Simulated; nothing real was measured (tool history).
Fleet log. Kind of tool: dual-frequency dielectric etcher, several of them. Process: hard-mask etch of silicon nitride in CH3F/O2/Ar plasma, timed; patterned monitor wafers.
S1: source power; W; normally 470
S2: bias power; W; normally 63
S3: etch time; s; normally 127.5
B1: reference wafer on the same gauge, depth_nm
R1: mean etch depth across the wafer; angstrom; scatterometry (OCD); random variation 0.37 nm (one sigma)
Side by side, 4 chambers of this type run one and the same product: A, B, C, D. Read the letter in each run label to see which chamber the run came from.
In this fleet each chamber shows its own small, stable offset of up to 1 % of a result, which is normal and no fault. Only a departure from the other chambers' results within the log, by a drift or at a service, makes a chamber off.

Run 1D, hour 5.1: usual settings; B1 92.368. Result: R1 900.91 angstrom.
Run 2A, hour 11.4: usual settings; B1 92.339. Result: R1 903.68 angstrom.
Run 3C, hour 18.7: usual settings; B1 92.403. Result: R1 903.32 angstrom.
Run 4B, hour 23.2: usual settings; B1 92.451. Result: R1 902.4 angstrom.
Run 5B, hour 29.9: usual settings; B1 92.444. Result: R1 896.89 angstrom.
Run 6D, hour 34.9: usual settings; B1 92.442. Result: R1 911.88 angstrom.
Run 7A, hour 40.5: usual settings; B1 92.35. Result: R1 900.18 angstrom.
Run 8C, hour 47.7: usual settings; B1 92.476. Result: R1 913.64 angstrom.
Run 9B, hour 54.9: usual settings but S1 520 W, S3 95.5 s; B1 92.361. Result: R1 704.19 angstrom.
Run 10D, hour 60.4: usual settings but S1 520 W, S3 95.5 s; B1 92.424. Result: R1 706.47 angstrom.
At hour 61.4: chamber B: wet clean of the chamber.
Run 11C, hour 65.2: usual settings but S1 520 W, S3 95.5 s; B1 92.388. Result: R1 704.42 angstrom.
Run 12A, hour 71.3: usual settings but S1 520 W, S3 95.5 s; B1 92.471. Result: R1 705.17 angstrom.
Run 13C, hour 75.2: usual settings; B1 92.498. Result: R1 908.83 angstrom.
Run 14A, hour 83.4: usual settings; B1 92.492. Result: R1 897.84 angstrom.
Run 15B, hour 89.5: usual settings; B1 92.42. Result: R1 900.12 angstrom.
Run 16D, hour 94.7: usual settings; B1 92.366. Result: R1 899.01 angstrom.
Run 17C, hour 99.1: usual settings; B1 92.449. Result: R1 902.03 angstrom.
Run 18A, hour 103.1: usual settings; B1 92.419. Result: R1 904.75 angstrom.
Run 19D, hour 108.3: usual settings but S1 360 W, S3 112.5 s; B1 92.356. Result: R1 725.1 angstrom.
Run 20B, hour 113.8: usual settings but S1 360 W, S3 112.5 s; B1 92.466. Result: R1 717.44 angstrom.
Run 21C, hour 119.5: usual settings but S1 360 W, S3 112.5 s; B1 92.36. Result: R1 720.23 angstrom.
At hour 124.8: chamber C: wet clean of the chamber.
Run 22D, hour 127.7: usual settings but S1 360 W, S3 112.5 s; B1 92.463. Result: R1 719.11 angstrom.
Run 23A, hour 134.8: usual settings but S2 69 W, S3 142 s; B1 92.381. Result: R1 1032.4 angstrom.
Run 24B, hour 139: usual settings but S2 69 W, S3 142 s; B1 92.357. Result: R1 1031 angstrom.
Run 25B, hour 145.9: usual settings but S2 69 W, S3 142 s; B1 92.374. Result: R1 1041.1 angstrom.
Run 26A, hour 152.4: usual settings but S2 69 W, S3 142 s; B1 92.386. Result: R1 1037.7 angstrom.
Run 27C, hour 156.6: usual settings; B1 92.388. Result: R1 895.83 angstrom.
Run 28D, hour 163.4: usual settings; B1 92.403. Result: R1 909.07 angstrom.
Run 29B, hour 168.9: usual settings; B1 92.343. Result: R1 897.26 angstrom.
Run 30A, hour 175.7: usual settings; B1 92.482. Result: R1 907.77 angstrom.
Run 31D, hour 181.9: usual settings but S2 56 W; B1 92.438. Result: R1 868.4 angstrom.

Decide between three cases: one chamber stands off from its peers, the gauge reading all wafers drifts, or nothing is wrong past each chamber's small offset. Where a chamber is off, say which and what most likely put it there.

Neither any chamber nor the gauge drifts; the chambers differ only by their own small, steady offsets.
